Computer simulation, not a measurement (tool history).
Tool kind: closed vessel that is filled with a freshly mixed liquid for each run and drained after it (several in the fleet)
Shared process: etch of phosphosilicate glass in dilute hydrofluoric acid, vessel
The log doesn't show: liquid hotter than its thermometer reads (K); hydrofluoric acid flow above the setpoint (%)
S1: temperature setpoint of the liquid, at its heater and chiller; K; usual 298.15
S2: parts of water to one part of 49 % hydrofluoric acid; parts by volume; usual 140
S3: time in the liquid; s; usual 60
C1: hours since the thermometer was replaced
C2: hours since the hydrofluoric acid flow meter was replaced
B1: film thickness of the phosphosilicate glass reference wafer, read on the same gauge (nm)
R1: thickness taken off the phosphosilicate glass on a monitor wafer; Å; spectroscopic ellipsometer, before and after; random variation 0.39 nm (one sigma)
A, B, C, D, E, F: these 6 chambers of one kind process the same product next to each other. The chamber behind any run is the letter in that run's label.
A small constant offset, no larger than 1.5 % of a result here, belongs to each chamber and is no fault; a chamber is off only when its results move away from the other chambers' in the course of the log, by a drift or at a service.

Run 1B, hour 13.0: usual settings; C1 372.4; C2 380.0; B1 29.985. Result: R1 488.97 Å.
Run 2D, hour 22.4: usual settings; C1 597.6; C2 692.7; B1 30.050. Result: R1 487.96 Å.
Run 3E, hour 30.5: usual settings; C1 914.3; C2 517.4; B1 29.988. Result: R1 488.09 Å.
Run 4C, hour 43.2: usual settings; C1 1604.5; C2 1541.3; B1 29.987. Result: R1 491.61 Å.
Run 5A, hour 53.4: usual settings; C1 1150.9; C2 156.9; B1 30.014. Result: R1 485.10 Å.
Run 6F, hour 63.0: usual settings but S1 302.15 K; C1 333.3; C2 120.2; B1 29.999. Result: R1 571.49 Å.
Run 7F, hour 71.3: usual settings but S1 302.15 K; C1 341.6; C2 128.5; B1 29.995. Result: R1 585.27 Å.
At hour 76.8: chamber C: hydrofluoric acid flow meter replaced.
Run 8D, hour 83.5: usual settings but S1 302.15 K; C1 658.7; C2 753.8; B1 30.017. Result: R1 573.04 Å.
Run 9C, hour 97.4: usual settings but S1 302.15 K; C1 1658.7; C2 20.6; B1 29.975. Result: R1 569.16 Å.
Run 10A, hour 110.1: usual settings but S1 302.15 K; C1 1207.6; C2 213.6; B1 29.991. Result: R1 572.53 Å.
Run 11E, hour 121.6: usual settings but S1 302.15 K; C1 1005.4; C2 608.5; B1 30.015. Result: R1 563.64 Å.
Run 12B, hour 134.0: usual settings; C1 493.4; C2 501.0; B1 30.040. Result: R1 487.05 Å.
Run 13A, hour 142.1: usual settings; C1 1239.6; C2 245.6; B1 29.959. Result: R1 491.44 Å.
Run 14E, hour 152.0: usual settings but S2 95 parts by volume; C1 1035.8; C2 638.9; B1 29.929. Result: R1 755.07 Å.
Run 15D, hour 164.9: usual settings but S2 95 parts by volume; C1 740.1; C2 835.2; B1 30.014. Result: R1 752.38 Å.
Run 16C, hour 179.1: usual settings but S2 95 parts by volume; C1 1740.4; C2 102.3; B1 29.980. Result: R1 768.80 Å.
Run 17B, hour 191.3: usual settings but S2 95 parts by volume; C1 550.7; C2 558.3; B1 30.004. Result: R1 775.68 Å.
Run 18F, hour 200.0: usual settings but S2 95 parts by volume; C1 470.3; C2 257.2; B1 29.986. Result: R1 751.38 Å.
Run 19F, hour 210.2: usual settings but S2 95 parts by volume; C1 480.5; C2 267.4; B1 30.013. Result: R1 766.28 Å.
Run 20C, hour 219.6: usual settings; C1 1780.9; C2 142.8; B1 29.962. Result: R1 495.05 Å.
Run 21E, hour 232.3: usual settings; C1 1116.1; C2 719.2; B1 30.013. Result: R1 488.57 Å.
At hour 242.3: chamber B: thermometer replaced.
Run 22D, hour 243.8: usual settings; C1 819.0; C2 914.1; B1 30.015. Result: R1 498.22 Å.
At hour 244.2: chamber B: hydrofluoric acid flow meter replaced.
Run 23A, hour 256.4: usual settings; C1 1353.9; C2 359.9; B1 30.019. Result: R1 490.80 Å.
Run 24B, hour 263.4: usual settings; C1 21.1; C2 19.2; B1 29.979. Result: R1 487.18 Å.
Run 25A, hour 277.2: usual settings; C1 1374.7; C2 380.7; B1 29.986. Result: R1 493.01 Å.
Run 26C, hour 288.6: usual settings but S1 294.15 K; C1 1849.9; C2 211.8; B1 30.022. Result: R1 421.97 Å.
Run 27E, hour 302.9: usual settings but S1 294.15 K; C1 1186.7; C2 789.8; B1 30.007. Result: R1 416.69 Å.
At hour 307.5: chamber C: thermometer replaced.
Run 28F, hour 313.0: usual settings but S1 294.15 K; C1 583.3; C2 370.2; B1 30.023. Result: R1 423.60 Å.
Run 29D, hour 326.7: usual settings but S1 294.15 K; C1 901.9; C2 997.0; B1 30.022. Result: R1 437.95 Å.
Run 30B, hour 335.8: usual settings but S1 294.15 K; C1 93.5; C2 91.6; B1 30.041. Result: R1 418.51 Å.
Run 31C, hour 348.7: usual settings but S1 294.15 K; C1 41.2; C2 271.9; B1 30.006. Result: R1 415.46 Å.
Run 32B, hour 357.1: usual settings; C1 114.8; C2 112.9; B1 29.985. Result: R1 490.48 Å.
Run 33E, hour 365.0: usual settings but S3 30 s; C1 1248.8; C2 851.9; B1 30.004. Result: R1 242.90 Å.
Run 34F, hour 378.7: usual settings but S3 30 s; C1 649.0; C2 435.9; B1 30.019. Result: R1 249.66 Å.
Run 35A, hour 388.5: usual settings but S3 30 s; C1 1486.0; C2 492.0; B1 29.977. Result: R1 247.12 Å.
Run 36D, hour 399.7: usual settings but S3 30 s; C1 974.9; C2 1070.0; B1 29.959. Result: R1 259.69 Å.
Run 37E, hour 414.2: usual settings but S3 30 s; C1 1298.0; C2 901.1; B1 29.991. Result: R1 241.20 Å.
Run 38C, hour 422.7: usual settings but S3 30 s; C1 115.2; C2 345.9; B1 29.984. Result: R1 244.49 Å.
Run 39B, hour 437.6: usual settings; C1 195.3; C2 193.4; B1 29.968. Result: R1 490.76 Å.
Run 40D, hour 447.3: usual settings; C1 1022.5; C2 1117.6; B1 30.002. Result: R1 522.16 Å.
Run 41A, hour 460.7: usual settings; C1 1558.2; C2 564.2; B1 29.983. Result: R1 496.47 Å.
Run 42F, hour 472.0: usual settings; C1 742.3; C2 529.2; B1 30.017. Result: R1 491.70 Å.
Run 43E, hour 480.6: usual settings but S1 301.15 K, S2 110 parts by volume; C1 1364.4; C2 967.5; B1 29.975. Result: R1 725.45 Å.
Run 44C, hour 487.9: usual settings but S1 301.15 K, S2 110 parts by volume; C1 180.4; C2 411.1; B1 29.990. Result: R1 735.98 Å.

Each of the 6 chambers runs these same settings next. Fill in every chamber's results:
Run 45A, hour 498.6: usual settings. Result: R1 ?.
Run 45B, hour 498.6: usual settings. Result: R1 ?.
Run 45C, hour 498.6: usual settings. Result: R1 ?.
Run 45D, hour 498.6: usual settings. Result: R1 ?.
Run 45E, hour 498.6: usual settings. Result: R1 ?.
Run 45F, hour 498.6: usual settings. Result: R1 ?.

run      R1
45A  494.83
45B  488.04
45C  484.38
45D  539.57
45E  496.24
45F  499.26
